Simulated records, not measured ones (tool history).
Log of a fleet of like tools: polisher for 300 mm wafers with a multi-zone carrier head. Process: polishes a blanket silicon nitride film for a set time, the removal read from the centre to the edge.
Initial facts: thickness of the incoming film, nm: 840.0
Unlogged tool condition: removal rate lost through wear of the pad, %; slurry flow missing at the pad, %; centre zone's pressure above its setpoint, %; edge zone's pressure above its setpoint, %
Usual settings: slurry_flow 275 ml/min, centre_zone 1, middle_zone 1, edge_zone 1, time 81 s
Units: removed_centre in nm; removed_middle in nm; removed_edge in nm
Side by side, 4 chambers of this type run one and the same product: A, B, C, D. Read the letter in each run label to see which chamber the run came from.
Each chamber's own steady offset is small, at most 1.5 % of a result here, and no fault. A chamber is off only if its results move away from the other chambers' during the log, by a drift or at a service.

| run | hour | slurry_flow | centre_zone | middle_zone | edge_zone | time | wafers polished on this pad | hours since the slurry nozzle was cleaned | hours since the centre zone pressure was calibrated | hours since the edge zone pressure was calibrated | removed_centre | removed_middle | removed_edge |
|---|---|---|---|---|---|---|---|---|---|---|---|---|---|
|  | 3.6 | chamber B: slurry nozzle cleaned |
|  | 6.4 | chamber D: worn pad replaced by a new one |
| 1D | 7.6 | 275 | 1 | 1 | 1 | 81 | 14 | 297.3 | 464.7 | 67.7 | 169.67 | 168.52 | 166.39 |
| 2B | 14 | 275 | 1 | 1 | 1 | 81 | 504 | 10.5 | 1217.3 | 160.7 | 169.65 | 167.8 | 171.16 |
|  | 24.8 | chamber C: centre zone pressure recalibrated |
| 3C | 27 | 275 | 1 | 1 | 1 | 81 | 356 | 496.3 | 2.3 | 171.7 | 169.18 | 167.23 | 167.18 |
| 4A | 32.8 | 275 | 1 | 1 | 1 | 81 | 420 | 239.5 | 43 | 44.5 | 166.08 | 171.73 | 168.3 |
| 5A | 44 | 275 | 1 | 1 | 1 | 81 | 546 | 250.7 | 54.2 | 55.7 | 166.93 | 168.87 | 169.2 |
|  | 48 | chamber B: centre zone pressure recalibrated |
| 6B | 50.1 | 275 | 1 | 1 | 1 | 81 | 908 | 46.6 | 2.1 | 196.8 | 169.28 | 170.76 | 169.12 |
| 7C | 57.7 | 275 | 1 | 1 | 1 | 81 | 700 | 527 | 33 | 202.4 | 169.43 | 171.19 | 168.41 |
| 8D | 63.6 | 275 | 1 | 1 | 1 | 81 | 641 | 353.3 | 520.7 | 123.7 | 169.48 | 167.98 | 166.52 |
|  | 68.2 | chamber B: worn pad replaced by a new one |
| 9B | 74.7 | 275 | 1 | 1 | 1 | 81 | 73 | 71.2 | 26.7 | 221.4 | 171.11 | 170.23 | 169.88 |
| 10A | 81.9 | 275 | 1 | 1 | 1 | 81 | 970 | 288.6 | 92.1 | 93.6 | 167.11 | 171.27 | 166.61 |
|  | 83.3 | chamber A: worn pad replaced by a new one |
|  | 85.4 | chamber C: worn pad replaced by a new one |
| 11D | 92.3 | 275 | 1 | 1 | 1.11 | 81 | 962 | 382 | 549.4 | 152.4 | 169.2 | 164.51 | 179.25 |
|  | 98.1 | chamber D: slurry nozzle cleaned |
| 12C | 98.8 | 275 | 1 | 1 | 1.11 | 81 | 150 | 568.1 | 74.1 | 243.5 | 169.43 | 168.99 | 182.68 |
| 13B | 108.1 | 275 | 1 | 1 | 1.11 | 81 | 447 | 104.6 | 60.1 | 254.8 | 171.04 | 170.88 | 178.83 |
| 14C | 120.8 | 275 | 1 | 1 | 1.11 | 81 | 396 | 590.1 | 96.1 | 265.5 | 166.68 | 169.73 | 179.39 |
| 15D | 131.4 | 275 | 1 | 1 | 1 | 81 | 1401 | 33.4 | 588.5 | 191.5 | 167.86 | 166.11 | 166.9 |
|  | 137 | chamber D: worn pad replaced by a new one |
| 16A | 142.9 | 275 | 1 | 1 | 1 | 81 | 668 | 349.6 | 153.1 | 154.6 | 167.35 | 169.84 | 169.14 |
| 17B | 153.1 | 275 | 1 | 0.93 | 1 | 81 | 951 | 149.6 | 105.1 | 299.8 | 170.47 | 157.79 | 171.18 |
|  | 157.9 | chamber C: worn pad replaced by a new one |
|  | 161.2 | chamber A: worn pad replaced by a new one |
| 18C | 161.7 | 275 | 1 | 0.93 | 1 | 81 | 42 | 631 | 137 | 306.4 | 168.18 | 157.34 | 169.44 |
| 19D | 169.2 | 275 | 1 | 0.93 | 1 | 81 | 361 | 71.2 | 626.3 | 229.3 | 169.24 | 157.71 | 168.37 |
| 20A | 178.3 | 275 | 1 | 0.93 | 1 | 81 | 192 | 385 | 188.5 | 190 | 166.84 | 157.01 | 169.55 |
|  | 178.8 | chamber B: worn pad replaced by a new one |
|  | 180.8 | chamber A: slurry nozzle cleaned |
| 21B | 191 | 275 | 1 | 1 | 1 | 81 | 137 | 187.5 | 143 | 337.7 | 169.41 | 168.09 | 169.17 |
| 22A | 200.1 | 275 | 1 | 1 | 1 | 81 | 436 | 19.3 | 210.3 | 211.8 | 168.17 | 168.65 | 168.04 |
|  | 207.1 | chamber C: slurry nozzle cleaned |
| 23C | 208.1 | 320 | 1 | 1 | 1 | 81 | 562 | 1 | 183.4 | 352.8 | 170.32 | 171.08 | 172.08 |
| 24D | 219.2 | 320 | 1 | 1 | 1 | 81 | 921 | 121.2 | 676.3 | 279.3 | 171.02 | 175.38 | 167.65 |
| 25C | 231.2 | 320 | 1 | 1 | 1 | 81 | 821 | 24.1 | 206.5 | 375.9 | 172.21 | 170.02 | 169.53 |
|  | 239.6 | chamber C: worn pad replaced by a new one |
| 26B | 242 | 320 | 1 | 1 | 1 | 81 | 708 | 238.5 | 194 | 388.7 | 172.77 | 172.27 | 171.75 |
|  | 249.8 | chamber D: worn pad replaced by a new one |
| 27A | 255.1 | 275 | 1 | 0.91 | 1 | 72 | 1052 | 74.3 | 265.3 | 266.8 | 149.34 | 138.21 | 148.9 |
|  | 257.4 | chamber A: worn pad replaced by a new one |
| 28D | 261.4 | 275 | 1 | 0.91 | 1 | 72 | 130 | 163.4 | 718.5 | 321.5 | 151.89 | 138.09 | 147.33 |
| 29C | 274.4 | 275 | 1 | 0.91 | 1 | 72 | 390 | 67.3 | 249.7 | 419.1 | 151.3 | 136.63 | 152.08 |
| 30D | 283.9 | 275 | 1 | 0.91 | 1 | 72 | 382 | 185.9 | 741 | 344 | 150.06 | 137.09 | 149.13 |
| 31A | 290.4 | 275 | 1 | 1 | 1 | 81 | 370 | 109.6 | 300.6 | 302.1 | 168.61 | 170.12 | 168.02 |
|  | 292.2 | chamber B: worn pad replaced by a new one |
| 32B | 303.2 | 275 | 1 | 1 | 1 | 81 | 124 | 299.7 | 255.2 | 449.9 | 170.15 | 165.79 | 170.95 |
| 33D | 308.9 | 275 | 1 | 1 | 1 | 81 | 662 | 210.9 | 766 | 369 | 168.9 | 166.5 | 165.39 |
|  | 315.7 | chamber C: worn pad replaced by a new one |
| 34A | 316.5 | 275 | 1 | 1.09 | 1 | 81 | 662 | 135.7 | 326.7 | 328.2 | 168.96 | 185.51 | 165.47 |
| 35B | 327.5 | 275 | 1 | 1.09 | 1 | 81 | 396 | 324 | 279.5 | 474.2 | 169.1 | 179.78 | 167.68 |
| 36C | 337.5 | 275 | 1 | 1.09 | 1 | 81 | 244 | 130.4 | 312.8 | 482.2 | 168.51 | 185.72 | 166.63 |
| 37A | 350.5 | 275 | 1 | 1.09 | 1 | 81 | 1043 | 169.7 | 360.7 | 362.2 | 167.86 | 182.83 | 168.63 |
|  | 350.6 | chamber A: worn pad replaced by a new one |
| 38C | 360.8 | 275 | 1 | 1 | 1 | 81 | 506 | 153.7 | 336.1 | 505.5 | 169.18 | 169.23 | 169.31 |
|  | 371.9 | chamber B: slurry nozzle cleaned |
| 39D | 373 | 275 | 1 | 1 | 1 | 81 | 1380 | 275 | 830.1 | 433.1 | 168.39 | 167.88 | 167.93 |
| 40B | 379.5 | 275 | 1 | 1 | 1 | 81 | 979 | 7.7 | 331.5 | 526.2 | 170.22 | 170.64 | 168.49 |
| 41A | 392.5 | 275 | 1 | 1 | 1 | 81 | 469 | 211.7 | 402.7 | 404.2 | 168.48 | 170.74 | 167.14 |

One chamber off, gauge drift, or nothing amiss beyond the chambers' own small offsets? If it is a chamber, which one, and what is the likeliest cause?

Nothing is wrong: each chamber keeps only its own small, steady offset and the gauge holds still.

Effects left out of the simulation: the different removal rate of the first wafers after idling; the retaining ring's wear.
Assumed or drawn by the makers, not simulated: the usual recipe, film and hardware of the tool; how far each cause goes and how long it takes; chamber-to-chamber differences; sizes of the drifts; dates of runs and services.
